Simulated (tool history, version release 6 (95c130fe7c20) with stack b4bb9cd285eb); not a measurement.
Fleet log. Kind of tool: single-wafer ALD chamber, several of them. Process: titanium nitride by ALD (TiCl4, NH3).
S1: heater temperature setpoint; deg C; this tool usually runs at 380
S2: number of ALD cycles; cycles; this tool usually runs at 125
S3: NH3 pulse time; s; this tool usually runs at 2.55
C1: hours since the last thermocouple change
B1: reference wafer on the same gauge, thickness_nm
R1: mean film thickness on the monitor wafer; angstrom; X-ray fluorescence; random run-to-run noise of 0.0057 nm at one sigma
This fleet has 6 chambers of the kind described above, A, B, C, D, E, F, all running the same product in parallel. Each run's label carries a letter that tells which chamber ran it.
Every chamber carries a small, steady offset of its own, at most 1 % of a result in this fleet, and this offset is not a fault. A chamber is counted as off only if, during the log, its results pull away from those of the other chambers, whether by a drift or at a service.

run   hour   S1   S2    S3      C1      B1      R1
 1B    8.7  380  125  2.55  1172.6  2.5607  27.552
      12.7  -- chamber B: thermocouple changed; heater temperature recalibrated
 2A   17.8  380  125  2.55    28.2  2.5615  27.263
 3C   26.5  380  125  2.55   294.9  2.5605  27.553
 4D   31.5  380  125  2.55   789.0  2.5603  27.285
 5F   39.7  380  137  2.55  2004.3  2.5588  30.226
 6E   48.9  380  137  2.55   231.8  2.5582  30.334
 7F   54.6  380  137  2.55  2019.2  2.5616  30.283
 8D   62.3  380  137  2.55   819.8  2.5598  30.085
 9A   70.7  380  137  2.55    81.1  2.5606  29.992
10B   77.5  380  137  2.55    64.8  2.5605  30.285
11C   87.2  380  125  2.55   355.6  2.5606  27.553
12E   96.8  380  147  1.58   279.7  2.5611  31.482
13E  103.0  380  147  1.58   285.9  2.5592  31.509
14C  108.7  380  147  1.58   377.1  2.5614  31.357
15F  113.5  380  147  1.58  2078.1  2.5602  31.671
16A  118.9  380  147  1.58   129.3  2.5601  31.310
17B  126.0  380  147  1.58   113.3  2.5604  31.393
18D  133.7  380  125  2.55   891.2  2.5594  27.368
19F  142.4  380  125  2.55  2107.0  2.5588  27.683
20D  147.7  380  125  2.55   905.2  2.5609  27.326
21A  156.3  380  125  1.56   166.7  2.5601  26.678
22C  165.7  380  125  1.56   434.1  2.5611  26.745
23E  173.0  380  125  1.56   355.9  2.5593  26.789
24B  177.2  380  125  1.56   164.5  2.5600  26.657
25B  185.4  380  125  1.56   172.7  2.5593  26.727
26A  193.3  380  125  1.56   203.7  2.5591  26.643
27F  198.0  380  125  2.55  2162.6  2.5614  27.612
28D  204.8  380  125  2.55   962.3  2.5611  27.463
29E  210.5  380  125  2.55   393.4  2.5612  27.607
     215.5  -- chamber F: thermocouple changed; heater temperature recalibrated
30C  217.2  380  125  2.55   485.6  2.5603  27.565
31B  222.1  372  125  1.63   209.4  2.5597  26.353
32A  228.7  372  125  1.63   239.1  2.5596  26.285
33D  235.3  372  125  1.63   992.8  2.5602  26.255
34C  241.6  372  125  1.63   510.0  2.5606  26.538
35F  251.0  372  125  1.63    35.5  2.5586  26.632
36E  257.2  372  125  1.63   440.1  2.5617  26.405
37B  266.5  380  125  2.55   253.8  2.5590  27.525
38A  271.3  380  125  2.55   281.7  2.5596  27.451

Has any chamber moved away from the others, gradually or after a service, or does the common gauge drift, or do the chambers differ only by their own small steady offsets? State the chamber and the most likely cause if one applies.

No chamber stands off beyond its own small offset, and the gauge holds steady.
